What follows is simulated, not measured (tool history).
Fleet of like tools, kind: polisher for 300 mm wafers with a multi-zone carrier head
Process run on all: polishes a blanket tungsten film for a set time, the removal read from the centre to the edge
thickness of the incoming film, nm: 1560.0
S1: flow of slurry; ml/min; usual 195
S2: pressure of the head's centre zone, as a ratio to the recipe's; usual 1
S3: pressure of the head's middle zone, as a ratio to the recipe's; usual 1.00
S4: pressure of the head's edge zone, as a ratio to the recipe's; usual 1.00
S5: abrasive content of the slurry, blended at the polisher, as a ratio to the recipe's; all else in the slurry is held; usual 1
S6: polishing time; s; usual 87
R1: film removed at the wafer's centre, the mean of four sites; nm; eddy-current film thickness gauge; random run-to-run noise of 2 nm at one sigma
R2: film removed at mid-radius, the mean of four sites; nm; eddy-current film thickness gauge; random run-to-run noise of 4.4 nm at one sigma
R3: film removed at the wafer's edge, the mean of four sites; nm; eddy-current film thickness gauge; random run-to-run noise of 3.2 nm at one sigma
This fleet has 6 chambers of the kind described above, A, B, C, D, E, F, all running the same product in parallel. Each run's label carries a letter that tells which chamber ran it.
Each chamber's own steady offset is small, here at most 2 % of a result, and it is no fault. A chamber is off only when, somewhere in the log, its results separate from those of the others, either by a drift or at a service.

run	hour	S1	S2	S3	S4	S5	S6	R1	R2	R3
1D	8.4	195	1	1.00	1.00	1	87	301.56	303.28	301.21
# hour 11.4: chamber D: slurry nozzle cleaned
2B	14.3	195	1	1.00	1.00	1	87	303.17	301.55	304.08
3F	18.5	195	1	1.00	1.00	1	87	303.35	303.50	299.65
# hour 22.2: chamber A: slurry nozzle cleaned
4E	23.9	195	1	1.00	1.00	1	87	303.48	306.21	295.16
# hour 27.4: chamber D: worn pad replaced by a new one
# hour 30.0: chamber A: worn pad replaced by a new one
5A	32.8	195	1	1.00	1.00	1	87	304.05	307.30	308.16
# hour 34.6: chamber F: worn pad replaced by a new one
# hour 38.9: chamber E: worn pad replaced by a new one
6C	41.4	195	1	1.00	1.00	1	87	299.01	298.20	299.65
7C	46.7	195	1	1.00	1.00	1	87	295.98	299.66	303.46
8F	54.1	195	1	1.00	1.00	1	87	306.10	299.37	299.56
9D	62.1	195	1	1.00	1.00	1	87	302.50	301.89	301.97
# hour 63.9: chamber B: worn pad replaced by a new one
10A	66.1	195	1	1.00	1.00	1	87	304.13	306.46	311.85
11E	75.2	195	1	0.92	1.05	1	87	301.32	277.12	302.87
12B	80.8	195	1	0.92	1.05	1	87	298.10	281.65	302.22
# hour 81.1: chamber A: worn pad replaced by a new one
13C	87.2	195	1	0.92	1.05	1	87	295.76	272.69	311.07
# hour 91.6: chamber F: worn pad replaced by a new one
# hour 96.1: chamber F: edge zone pressure recalibrated
14E	96.2	195	1	0.92	1.05	1	87	304.06	287.55	310.95
# hour 98.7: chamber C: worn pad replaced by a new one
# hour 101.1: chamber E: worn pad replaced by a new one
15B	103.2	195	1	0.92	1.05	1	87	302.98	277.42	309.37
16A	111.1	195	1	0.92	1.05	1	87	307.56	283.11	311.38
# hour 116.7: chamber E: slurry nozzle cleaned
17D	118.1	195	1	1.00	1.00	1	87	305.22	299.42	301.07
18F	125.7	195	1	1.00	1.00	1	87	303.39	305.84	308.20
19E	132.7	195	1	1.00	1.00	1	87	302.19	302.26	305.18
# hour 138.0: chamber A: worn pad replaced by a new one
# hour 138.4: chamber E: centre zone pressure recalibrated
# hour 138.8: chamber D: worn pad replaced by a new one
20D	139.2	195	1	1.00	1.00	1	87	302.21	302.36	304.33
21B	146.1	195	1	1.00	1.00	1	87	302.96	297.85	302.56
# hour 150.5: chamber E: worn pad replaced by a new one
22C	152.1	195	1	1.00	1.00	1	87	296.89	298.04	300.01
# hour 152.7: chamber B: worn pad replaced by a new one
# hour 155.0: chamber F: worn pad replaced by a new one
23A	156.8	240	1	1.00	1.00	1	108	393.39	390.21	387.58
24F	161.6	240	1	1.00	1.00	1	108	386.98	381.73	376.31
25A	165.9	240	1	1.00	1.00	1	108	390.19	389.91	380.42
26C	173.2	240	1	1.00	1.00	1	108	379.97	381.16	381.44
27E	181.0	240	1	1.00	1.00	1	108	394.13	387.73	382.57
28F	187.9	240	1	1.00	1.00	1	108	384.38	387.08	386.18
# hour 188.1: chamber A: worn pad replaced by a new one
# hour 188.2: chamber A: edge zone pressure recalibrated
29D	192.1	195	1	1.00	1.00	1	87	307.12	303.17	294.29
30B	201.2	195	1	1.00	1.00	1	87	298.35	296.41	296.28
# hour 201.5: chamber C: worn pad replaced by a new one
31E	205.7	195	1	1.00	1.00	1	87	299.55	305.56	302.49
# hour 211.6: chamber F: worn pad replaced by a new one
# hour 212.4: chamber E: worn pad replaced by a new one
32B	214.5	195	1	1.00	1.00	1	87	299.87	288.00	301.38
33C	223.2	195	1	1.00	1.00	1	87	299.05	302.34	302.20
34A	228.5	195	1	1.00	1.00	1	87	303.79	298.98	306.35
# hour 234.3: chamber D: worn pad replaced by a new one
35D	237.4	195	1	1.00	1.00	1	87	304.14	294.83	300.47
36F	243.5	230	1	1.00	1.00	1	87	310.13	303.05	307.60
# hour 245.4: chamber B: edge zone pressure recalibrated
# hour 249.5: chamber B: worn pad replaced by a new one
# hour 250.2: chamber A: worn pad replaced by a new one
37C	251.1	230	1	1.00	1.00	1	87	303.37	298.02	309.69
38B	257.9	230	1	1.00	1.00	1	87	306.23	297.45	302.25
# hour 259.9: chamber E: worn pad replaced by a new one
39E	262.5	230	1	1.00	1.00	1	87	311.49	300.68	302.61
40D	271.3	230	1	1.00	1.00	1	87	313.46	312.09	303.55
41A	276.3	230	1	1.00	1.00	1	87	314.13	313.21	311.27

For the next run the whole fleet of 6 chambers uses the same settings. Give each chamber's results:
42A	282.8	195	1	1.00	1.00	1	87	?	?	?
42B	282.8	195	1	1.00	1.00	1	87	?	?	?
42C	282.8	195	1	1.00	1.00	1	87	?	?	?
42D	282.8	195	1	1.00	1.00	1	87	?	?	?
42E	282.8	195	1	1.00	1.00	1	87	?	?	?
42F	282.8	195	1	1.00	1.00	1	87	?	?	?

run	R1	R2	R3
42A	305.67	307.57	298.88
42B	297.44	294.56	298.02
42C	296.94	301.67	304.54
42D	301.46	303.71	300.71
42E	305.69	308.16	301.92
42F	301.79	298.69	299.03
